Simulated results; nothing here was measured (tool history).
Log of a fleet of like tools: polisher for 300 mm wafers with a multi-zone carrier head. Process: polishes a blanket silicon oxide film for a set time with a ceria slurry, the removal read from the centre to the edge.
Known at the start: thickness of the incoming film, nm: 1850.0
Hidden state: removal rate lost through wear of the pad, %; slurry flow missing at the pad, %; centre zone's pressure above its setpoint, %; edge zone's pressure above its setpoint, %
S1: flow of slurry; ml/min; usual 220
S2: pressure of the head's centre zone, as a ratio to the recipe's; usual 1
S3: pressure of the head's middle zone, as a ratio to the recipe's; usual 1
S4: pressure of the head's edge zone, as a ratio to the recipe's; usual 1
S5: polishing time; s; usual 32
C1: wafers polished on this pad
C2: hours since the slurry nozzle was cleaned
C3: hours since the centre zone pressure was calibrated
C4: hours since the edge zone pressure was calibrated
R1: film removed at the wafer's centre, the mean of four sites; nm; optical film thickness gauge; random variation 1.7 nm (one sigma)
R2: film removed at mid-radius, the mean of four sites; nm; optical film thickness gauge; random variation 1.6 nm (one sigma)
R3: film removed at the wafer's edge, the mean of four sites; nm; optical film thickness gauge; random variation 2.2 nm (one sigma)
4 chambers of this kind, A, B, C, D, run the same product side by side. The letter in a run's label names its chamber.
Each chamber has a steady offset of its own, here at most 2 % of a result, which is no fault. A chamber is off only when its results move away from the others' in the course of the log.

At hour 1.6: chamber A: worn pad replaced by a new one.
At hour 4.1: chamber B: slurry nozzle cleaned.
Run 1C, hour 5.8: usual settings; C1 589; C2 216.9; C3 109.4; C4 103.7. Result: R1 171.07 nm, R2 172.5 nm, R3 170.94 nm.
Run 2D, hour 11.9: usual settings; C1 1149; C2 14.2; C3 466.3; C4 68. Result: R1 174.2 nm, R2 174.03 nm, R3 174.51 nm.
Run 3A, hour 15.8: usual settings; C1 202; C2 145.1; C3 331.6; C4 443.2. Result: R1 174.85 nm, R2 168.22 nm, R3 172.03 nm.
Run 4B, hour 21.2: usual settings; C1 671; C2 17.1; C3 105; C4 275.7. Result: R1 177.38 nm, R2 173.12 nm, R3 176.29 nm.
At hour 22.7: chamber D: worn pad replaced by a new one.
Run 5B, hour 27.4: usual settings; C1 759; C2 23.3; C3 111.2; C4 281.9. Result: R1 175.52 nm, R2 172.64 nm, R3 171.05 nm.
Run 6C, hour 33.1: usual settings; C1 977; C2 244.2; C3 136.7; C4 131. Result: R1 175.26 nm, R2 175.62 nm, R3 170.97 nm.
Run 7A, hour 36.4: usual settings; C1 494; C2 165.7; C3 352.2; C4 463.8. Result: R1 173.8 nm, R2 169.12 nm, R3 176.4 nm.
Run 8D, hour 40: usual settings; C1 247; C2 42.3; C3 494.4; C4 96.1. Result: R1 173.12 nm, R2 172.35 nm, R3 174.63 nm.
Run 9B, hour 44.2: usual settings but S2 0.95, S5 35 s; C1 998; C2 40.1; C3 128; C4 298.7. Result: R1 178.79 nm, R2 189.86 nm, R3 191.71 nm.
At hour 45: chamber C: worn pad replaced by a new one.
Run 10A, hour 48.6: usual settings but S2 0.95, S5 35 s; C1 668; C2 177.9; C3 364.4; C4 476. Result: R1 177.02 nm, R2 182.99 nm, R3 191.81 nm.
At hour 48.7: chamber A: worn pad replaced by a new one.
Run 11D, hour 53.2: usual settings but S2 0.95, S5 35 s; C1 434; C2 55.5; C3 507.6; C4 109.3. Result: R1 181.94 nm, R2 191.34 nm, R3 190.76 nm.
Run 12C, hour 56.4: usual settings but S2 0.95, S5 35 s; C1 163; C2 267.5; C3 160; C4 154.3. Result: R1 179.13 nm, R2 189.19 nm, R3 191.68 nm.
At hour 56.7: chamber B: worn pad replaced by a new one.
Run 13C, hour 61.1: usual settings but S2 1.06; C1 230; C2 272.2; C3 164.7; C4 159. Result: R1 184.22 nm, R2 175.25 nm, R3 174.84 nm.
Run 14A, hour 64.7: usual settings but S2 1.06; C1 228; C2 194; C3 380.5; C4 492.1. Result: R1 181.15 nm, R2 172.6 nm, R3 173.12 nm.
Run 15D, hour 68.5: usual settings but S2 1.06; C1 652; C2 70.8; C3 522.9; C4 124.6. Result: R1 184.5 nm, R2 169.77 nm, R3 175.35 nm.
Run 16B, hour 72.4: usual settings but S2 1.06; C1 223; C2 68.3; C3 156.2; C4 326.9. Result: R1 182.96 nm, R2 174.99 nm, R3 173.21 nm.
Run 17B, hour 76.2: usual settings; C1 277; C2 72.1; C3 160; C4 330.7. Result: R1 177.35 nm, R2 173.91 nm, R3 175.07 nm.
Run 18D, hour 80.9: usual settings; C1 828; C2 83.2; C3 535.3; C4 137. Result: R1 171.74 nm, R2 174.56 nm, R3 174 nm.
Run 19A, hour 86.9: usual settings; C1 544; C2 216.2; C3 402.7; C4 514.3. Result: R1 173.57 nm, R2 167.55 nm, R3 170.51 nm.
At hour 87.3: chamber A: worn pad replaced by a new one.
Run 20C, hour 92: usual settings; C1 669; C2 303.1; C3 195.6; C4 189.9. Result: R1 174.81 nm, R2 172.2 nm, R3 171.69 nm.
Run 21C, hour 95.4: usual settings; C1 717; C2 306.5; C3 199; C4 193.3. Result: R1 171.82 nm, R2 173.13 nm, R3 171.5 nm.
Run 22A, hour 99: usual settings; C1 166; C2 228.3; C3 414.8; C4 526.4. Result: R1 172.26 nm, R2 170.71 nm, R3 170.96 nm.
At hour 100.1: chamber D: worn pad replaced by a new one.
Run 23D, hour 103.7: usual settings but S2 0.96; C1 52; C2 106; C3 558.1; C4 159.8. Result: R1 165.78 nm, R2 174.69 nm, R3 173.54 nm.
Run 24B, hour 107.2: usual settings but S2 0.96; C1 718; C2 103.1; C3 191; C4 361.7. Result: R1 167.43 nm, R2 173.94 nm, R3 174.25 nm.
Run 25A, hour 111.6: usual settings but S2 0.96; C1 345; C2 240.9; C3 427.4; C4 539. Result: R1 164.92 nm, R2 170.19 nm, R3 176.92 nm.
Run 26D, hour 116.1: usual settings but S2 0.96; C1 228; C2 118.4; C3 570.5; C4 172.2. Result: R1 167.37 nm, R2 173.93 nm, R3 174.95 nm.
Run 27B, hour 121.8: usual settings; C1 925; C2 117.7; C3 205.6; C4 376.3. Result: R1 174.67 nm, R2 176.05 nm, R3 171.2 nm.
At hour 124.5: chamber C: worn pad replaced by a new one.
Run 28C, hour 127.7: usual settings; C1 45; C2 338.8; C3 231.3; C4 225.6. Result: R1 174.4 nm, R2 174.69 nm, R3 170.85 nm.
Run 29B, hour 131.3: usual settings; C1 1060; C2 127.2; C3 215.1; C4 385.8. Result: R1 174.96 nm, R2 170.06 nm, R3 172.72 nm.
Run 30A, hour 135.5: usual settings; C1 684; C2 264.8; C3 451.3; C4 562.9. Result: R1 172.69 nm, R2 172.98 nm, R3 171.82 nm.
Run 31C, hour 141.4: usual settings; C1 240; C2 352.5; C3 245; C4 239.3. Result: R1 173.94 nm, R2 170.63 nm, R3 170.88 nm.
Run 32D, hour 146.7: usual settings; C1 663; C2 149; C3 601.1; C4 202.8. Result: R1 173.38 nm, R2 173.64 nm, R3 175.44 nm.

All 4 chambers run these settings next. Forecast each chamber's results:
Run 33A, hour 151.2: usual settings but S1 290 ml/min. Result: R1 ?, R2 ?, R3 ?.
Run 33B, hour 151.2: usual settings but S1 290 ml/min. Result: R1 ?, R2 ?, R3 ?.
Run 33C, hour 151.2: usual settings but S1 290 ml/min. Result: R1 ?, R2 ?, R3 ?.
Run 33D, hour 151.2: usual settings but S1 290 ml/min. Result: R1 ?, R2 ?, R3 ?.

run      R1      R2      R3
33A  177.67  174.96  176.29
33B  181.69  178.95   177.2
33C  179.78  177.31  179.68
33D  180.93  178.04  177.92
